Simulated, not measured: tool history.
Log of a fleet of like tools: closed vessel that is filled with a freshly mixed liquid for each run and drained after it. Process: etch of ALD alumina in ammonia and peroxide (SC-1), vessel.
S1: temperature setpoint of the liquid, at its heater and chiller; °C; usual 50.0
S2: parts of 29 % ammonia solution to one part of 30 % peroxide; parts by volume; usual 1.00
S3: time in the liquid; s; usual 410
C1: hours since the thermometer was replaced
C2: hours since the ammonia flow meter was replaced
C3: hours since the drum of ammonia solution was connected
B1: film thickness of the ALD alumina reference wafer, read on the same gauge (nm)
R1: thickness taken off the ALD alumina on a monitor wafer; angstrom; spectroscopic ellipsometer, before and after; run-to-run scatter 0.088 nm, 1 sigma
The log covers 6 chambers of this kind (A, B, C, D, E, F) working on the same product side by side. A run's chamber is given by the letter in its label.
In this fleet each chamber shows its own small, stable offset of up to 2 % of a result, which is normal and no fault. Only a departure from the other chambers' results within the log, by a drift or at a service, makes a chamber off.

run 1E hour=2.7 | S1=50.0 S2=1.00 S3=410 | C1=543.3 C2=1151.2 C3=172.3 | B1=89.970 | R1=139.94
-- hour=4.5 chamber B: ammonia flow meter replaced
run 2A hour=5.9 | S1=50.0 S2=1.00 S3=410 | C1=321.6 C2=122.7 C3=820.4 | B1=90.008 | R1=140.67
run 3D hour=10.9 | S1=50.0 S2=1.00 S3=410 | C1=340.7 C2=341.7 C3=447.1 | B1=90.006 | R1=141.76
run 4B hour=15.7 | S1=50.0 S2=1.00 S3=410 | C1=104.6 C2=11.2 C3=635.5 | B1=90.021 | R1=139.38
run 5C hour=18.8 | S1=50.0 S2=1.00 S3=410 | C1=1812.7 C2=824.8 C3=37.6 | B1=90.018 | R1=141.94
run 6F hour=23.9 | S1=50.0 S2=1.00 S3=410 | C1=216.7 C2=50.8 C3=283.7 | B1=90.006 | R1=139.21
run 7A hour=27.9 | S1=50.0 S2=1.00 S3=410 | C1=343.6 C2=144.7 C3=842.4 | B1=90.030 | R1=141.85
run 8F hour=31.9 | S1=50.0 S2=1.00 S3=410 | C1=224.7 C2=58.8 C3=291.7 | B1=89.982 | R1=137.89
run 9D hour=35.5 | S1=50.0 S2=1.00 S3=410 | C1=365.3 C2=366.3 C3=471.7 | B1=90.010 | R1=142.68
run 10B hour=39.7 | S1=50.0 S2=1.00 S3=560 | C1=128.6 C2=35.2 C3=659.5 | B1=89.996 | R1=191.38
run 11E hour=45.2 | S1=50.0 S2=1.00 S3=560 | C1=585.8 C2=1193.7 C3=214.8 | B1=89.984 | R1=191.27
run 12C hour=49.0 | S1=50.0 S2=1.00 S3=560 | C1=1842.9 C2=855.0 C3=67.8 | B1=90.034 | R1=193.47
run 13C hour=54.0 | S1=50.0 S2=1.00 S3=560 | C1=1847.9 C2=860.0 C3=72.8 | B1=89.992 | R1=192.09
run 14A hour=57.2 | S1=50.0 S2=1.00 S3=560 | C1=372.9 C2=174.0 C3=871.7 | B1=89.982 | R1=194.81
run 15F hour=61.6 | S1=50.0 S2=1.00 S3=560 | C1=254.4 C2=88.5 C3=321.4 | B1=90.003 | R1=187.90
run 16E hour=66.2 | S1=50.0 S2=1.00 S3=410 | C1=606.8 C2=1214.7 C3=235.8 | B1=89.996 | R1=139.54
run 17B hour=71.9 | S1=50.0 S2=1.00 S3=410 | C1=160.8 C2=67.4 C3=691.7 | B1=90.008 | R1=140.49
run 18D hour=76.4 | S1=50.0 S2=1.00 S3=410 | C1=406.2 C2=407.2 C3=512.6 | B1=89.998 | R1=141.45
run 19E hour=79.9 | S1=50.0 S2=1.00 S3=410 | C1=620.5 C2=1228.4 C3=249.5 | B1=90.000 | R1=140.85
run 20B hour=83.5 | S1=50.0 S2=1.00 S3=410 | C1=172.4 C2=79.0 C3=703.3 | B1=90.000 | R1=139.78
run 21C hour=88.9 | S1=50.0 S2=1.20 S3=410 | C1=1882.8 C2=894.9 C3=107.7 | B1=90.030 | R1=145.49
run 22D hour=92.9 | S1=50.0 S2=1.20 S3=410 | C1=422.7 C2=423.7 C3=529.1 | B1=90.010 | R1=144.59
run 23A hour=95.8 | S1=50.0 S2=1.20 S3=410 | C1=411.5 C2=212.6 C3=910.3 | B1=89.998 | R1=144.20
run 24F hour=99.7 | S1=50.0 S2=1.20 S3=410 | C1=292.5 C2=126.6 C3=359.5 | B1=90.013 | R1=140.74
run 25C hour=105.4 | S1=50.0 S2=1.20 S3=410 | C1=1899.3 C2=911.4 C3=124.2 | B1=89.982 | R1=143.77
run 26A hour=108.5 | S1=50.0 S2=1.20 S3=410 | C1=424.2 C2=225.3 C3=923.0 | B1=89.985 | R1=143.84
run 27E hour=112.5 | S1=50.0 S2=0.65 S3=410 | C1=653.1 C2=1261.0 C3=282.1 | B1=90.004 | R1=138.57
run 28B hour=115.5 | S1=50.0 S2=0.65 S3=410 | C1=204.4 C2=111.0 C3=735.3 | B1=89.996 | R1=133.73
run 29F hour=118.3 | S1=50.0 S2=0.65 S3=410 | C1=311.1 C2=145.2 C3=378.1 | B1=89.999 | R1=133.57
run 30D hour=122.2 | S1=50.0 S2=0.65 S3=410 | C1=452.0 C2=453.0 C3=558.4 | B1=90.013 | R1=138.45
-- hour=123.8 chamber A: new drum of ammonia solution connected
run 31C hour=127.2 | S1=50.0 S2=0.65 S3=410 | C1=1921.1 C2=933.2 C3=146.0 | B1=89.995 | R1=135.70
run 32F hour=130.6 | S1=50.0 S2=0.65 S3=410 | C1=323.4 C2=157.5 C3=390.4 | B1=90.003 | R1=133.12
run 33D hour=135.6 | S1=50.0 S2=1.00 S3=410 | C1=465.4 C2=466.4 C3=571.8 | B1=90.010 | R1=142.96
run 34B hour=139.2 | S1=50.0 S2=1.00 S3=410 | C1=228.1 C2=134.7 C3=759.0 | B1=90.012 | R1=139.04
run 35E hour=143.6 | S1=50.0 S2=1.00 S3=410 | C1=684.2 C2=1292.1 C3=313.2 | B1=89.998 | R1=148.66
-- hour=144.2 chamber C: ammonia flow meter replaced
run 36A hour=148.6 | S1=50.0 S2=1.00 S3=410 | C1=464.3 C2=265.4 C3=24.8 | B1=90.014 | R1=139.85
run 37E hour=154.4 | S1=56.5 S2=1.00 S3=510 | C1=695.0 C2=1302.9 C3=324.0 | B1=90.004 | R1=258.63
run 38D hour=160.1 | S1=56.5 S2=1.00 S3=510 | C1=489.9 C2=490.9 C3=596.3 | B1=90.005 | R1=249.50
run 39C hour=165.9 | S1=56.5 S2=1.00 S3=510 | C1=1959.8 C2=21.7 C3=184.7 | B1=89.997 | R1=250.67
run 40B hour=169.5 | S1=56.5 S2=1.00 S3=510 | C1=258.4 C2=165.0 C3=789.3 | B1=89.998 | R1=246.58
run 41A hour=174.1 | S1=56.5 S2=1.00 S3=510 | C1=489.8 C2=290.9 C3=50.3 | B1=89.998 | R1=245.94
run 42F hour=180.3 | S1=56.5 S2=1.00 S3=510 | C1=373.1 C2=207.2 C3=440.1 | B1=89.992 | R1=242.24

Next, all 6 chambers run the settings below, one line each with question marks for the results. What does each chamber give?
run 43A hour=184.8 | S1=50.0 S2=1.00 S3=410 | R1=?
run 43B hour=184.8 | S1=50.0 S2=1.00 S3=410 | R1=?
run 43C hour=184.8 | S1=50.0 S2=1.00 S3=410 | R1=?
run 43D hour=184.8 | S1=50.0 S2=1.00 S3=410 | R1=?
run 43E hour=184.8 | S1=50.0 S2=1.00 S3=410 | R1=?
run 43F hour=184.8 | S1=50.0 S2=1.00 S3=410 | R1=?

run=43A R1=141.68
run=43B R1=138.64
run=43C R1=141.16
run=43D R1=144.37
run=43E R1=152.16
run=43F R1=137.73
